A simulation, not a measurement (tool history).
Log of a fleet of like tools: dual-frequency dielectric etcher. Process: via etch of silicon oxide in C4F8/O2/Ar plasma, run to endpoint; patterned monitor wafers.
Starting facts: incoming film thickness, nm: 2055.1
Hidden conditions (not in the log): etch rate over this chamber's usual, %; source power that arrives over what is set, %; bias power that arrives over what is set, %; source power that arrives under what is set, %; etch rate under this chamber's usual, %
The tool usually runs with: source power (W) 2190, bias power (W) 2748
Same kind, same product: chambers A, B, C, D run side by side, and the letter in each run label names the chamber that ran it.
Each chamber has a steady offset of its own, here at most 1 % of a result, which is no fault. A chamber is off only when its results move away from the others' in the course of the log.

run,day,source power (W),bias power (W),hours since the last wet clean,hours since the last source power generator calibration,hours since the last bias power generator calibration,endpoint time (s)
1D,0.342,2190,2748,177.5,999.4,1068.6,357.00
2B,0.721,2190,2748,183.3,2731.5,2710.9,356.98
3C,1.012,2190,2748,139.3,2212.7,1011.2,352.52
4A,1.367,2190,2748,368.8,953.0,995.9,350.86
5C,1.729,2190,2748,156.5,2229.9,1028.4,353.43
6D,2.062,2190,2748,218.8,1040.7,1109.9,357.80
7B,2.317,2190,2748,221.6,2769.8,2749.2,357.16
8A,2.783,2650,3273,402.8,987.0,1029.9,310.17
9C,3.079,2650,3273,188.9,2262.3,1060.8,313.48
10A,3.367,2650,3273,416.8,1001.0,1043.9,310.00
11B,3.604,2650,3273,252.5,2800.7,2780.1,315.60
12D,4.112,2190,2748,268.0,1089.9,1159.1,358.17
13C,4.367,2190,2400,219.8,2293.2,1091.7,365.18
14D,4.829,2190,2400,285.2,1107.1,1176.3,372.38
15B,5.296,2190,2400,293.1,2841.3,2820.7,372.90
16A,5.738,2190,2400,473.7,1057.9,1100.8,366.77
17D,6.204,2190,2748,318.2,1140.1,1209.3,357.09
# day 6.517: chamber A: wet clean of the chamber
18A,6.567,2190,2748,1.3,1077.8,1120.7,353.91
19B,6.925,2190,2748,332.2,2880.4,2859.8,358.39
20C,7.379,2190,2748,292.1,2365.5,1164.0,356.82
21D,7.646,2190,2748,352.8,1174.7,1243.9,351.62
22B,8.029,2190,2748,358.7,2906.9,2886.3,356.06
23A,8.500,2190,2748,47.7,1124.2,1167.1,353.26
24C,8.729,2190,2748,324.5,2397.9,1196.4,354.76
25A,9.208,2190,2748,64.7,1141.2,1184.1,352.57
26B,9.683,2190,2748,398.4,2946.6,2926.0,360.32
27D,10.008,2190,2748,409.5,1231.4,1300.6,353.48
28C,10.475,2190,2748,366.4,2439.8,1238.3,354.62
29C,10.875,2190,2748,376.0,2449.4,1247.9,354.82
30D,11.129,2190,2748,436.4,1258.3,1327.5,348.71
31A,11.571,2190,2748,121.4,1197.9,1240.8,351.69
32B,11.896,2190,2748,451.5,2999.7,2979.1,360.01
33D,12.383,2190,2748,466.5,1288.4,1357.6,345.14
34C,12.842,2190,2748,423.2,2496.6,1295.1,356.54
35A,13.125,2190,2748,158.7,1235.2,1278.1,353.98
36B,13.638,2190,2748,493.3,3041.5,3020.9,355.97

One chamber off, gauge drift, or nothing amiss beyond the chambers' own small offsets? If it is a chamber, which one, and what is the likeliest cause?

It is chamber D that slowly wanders off from its peers.
Most likely cause: etch rate over this chamber's usual, % = 3.75.

Chamber D could run next with any of the 4 candidate recipes listed below; each alters the usual settings, and their results appear as question marks. Which one brings its results back in line with what the other chambers deliver on the usual settings?
In line means no further than this from the other chambers' mean on the usual settings: endpoint time (s) 4.80
37D-1,14.008,2190,3204,,,,?
37D-2,14.008,2010,2575,,,,?
37D-3,14.008,2190,2508,,,,?
37D-4,14.008,2190,2988,,,,?

Average result of the remaining chambers running the usual settings: endpoint time (s) 355.24
run,endpoint time (s)
37D-1,328.50
37D-2,363.78
37D-3,354.49
37D-4,335.83
The answer is 37D-3, which returns the chamber to within the allowed miss of the others.
